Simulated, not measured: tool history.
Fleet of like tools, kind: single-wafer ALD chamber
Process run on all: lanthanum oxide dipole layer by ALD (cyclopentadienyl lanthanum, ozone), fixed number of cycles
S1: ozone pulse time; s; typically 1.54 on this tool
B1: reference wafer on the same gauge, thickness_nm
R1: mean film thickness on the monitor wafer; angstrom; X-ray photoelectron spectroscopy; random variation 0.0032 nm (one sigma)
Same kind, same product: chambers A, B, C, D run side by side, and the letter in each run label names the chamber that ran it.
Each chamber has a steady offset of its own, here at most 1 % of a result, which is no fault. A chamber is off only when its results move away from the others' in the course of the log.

| run | hour | S1 | B1 | R1 |
|---|---|---|---|---|
| 1A | 2.2 | 1.54 | 0.52974 | 5.5555 |
| 2C | 4.9 | 1.54 | 0.52994 | 5.4503 |
| 3D | 8.8 | 1.54 | 0.53082 | 5.5518 |
| 4B | 11.5 | 1.54 | 0.53015 | 5.4908 |
| 5D | 15.2 | 1.54 | 0.52975 | 5.6347 |
| 6C | 18.2 | 1.54 | 0.52914 | 5.5134 |
| 7A | 20.6 | 1.54 | 0.52934 | 5.5361 |
| 8B | 25.1 | 1.54 | 0.53030 | 5.4681 |
| 9D | 29.6 | 1.54 | 0.52954 | 5.5474 |
| 10C | 33.5 | 1.54 | 0.52981 | 5.4537 |
| 11B | 36.7 | 1.54 | 0.53031 | 5.4820 |
| 12A | 39.5 | 1.54 | 0.53056 | 5.5518 |
| 13D | 42.1 | 1.54 | 0.52998 | 5.5552 |
| 14C | 44.6 | 1.33 | 0.53018 | 5.3279 |
| 15A | 47.7 | 1.33 | 0.52997 | 5.3659 |
| 16B | 50.7 | 1.33 | 0.52934 | 5.3205 |
| 17C | 54.7 | 1.33 | 0.53071 | 5.3276 |
| 18A | 57.6 | 1.20 | 0.53083 | 5.2881 |
| 19B | 60.4 | 1.20 | 0.53046 | 5.1949 |
| 20D | 64.1 | 1.20 | 0.53046 | 5.2588 |
| 21C | 67.8 | 1.20 | 0.52994 | 5.2951 |
| 22D | 70.2 | 1.54 | 0.53087 | 5.5746 |
| 23A | 73.4 | 1.54 | 0.53011 | 5.5379 |
| 24B | 77.9 | 2.11 | 0.53102 | 5.7167 |
| 25D | 80.8 | 2.11 | 0.53067 | 5.7406 |
|  | 80.9 | chamber B: ozone generator serviced |
| 26C | 83.1 | 2.11 | 0.52967 | 5.6412 |
| 27A | 86.8 | 2.11 | 0.52935 | 5.6500 |
| 28B | 91.3 | 1.54 | 0.52923 | 5.4229 |
| 29A | 94.0 | 1.54 | 0.53052 | 5.5703 |
| 30D | 98.5 | 1.54 | 0.53029 | 5.5871 |

Read the log: is a single chamber off, either drifting away or since a service, is the gauge that measures every chamber drifting, or is nothing wrong beyond small per-chamber offsets? Name any odd chamber and what most likely caused it.

Nothing is wrong: each chamber keeps only its own small, steady offset and the gauge holds still.
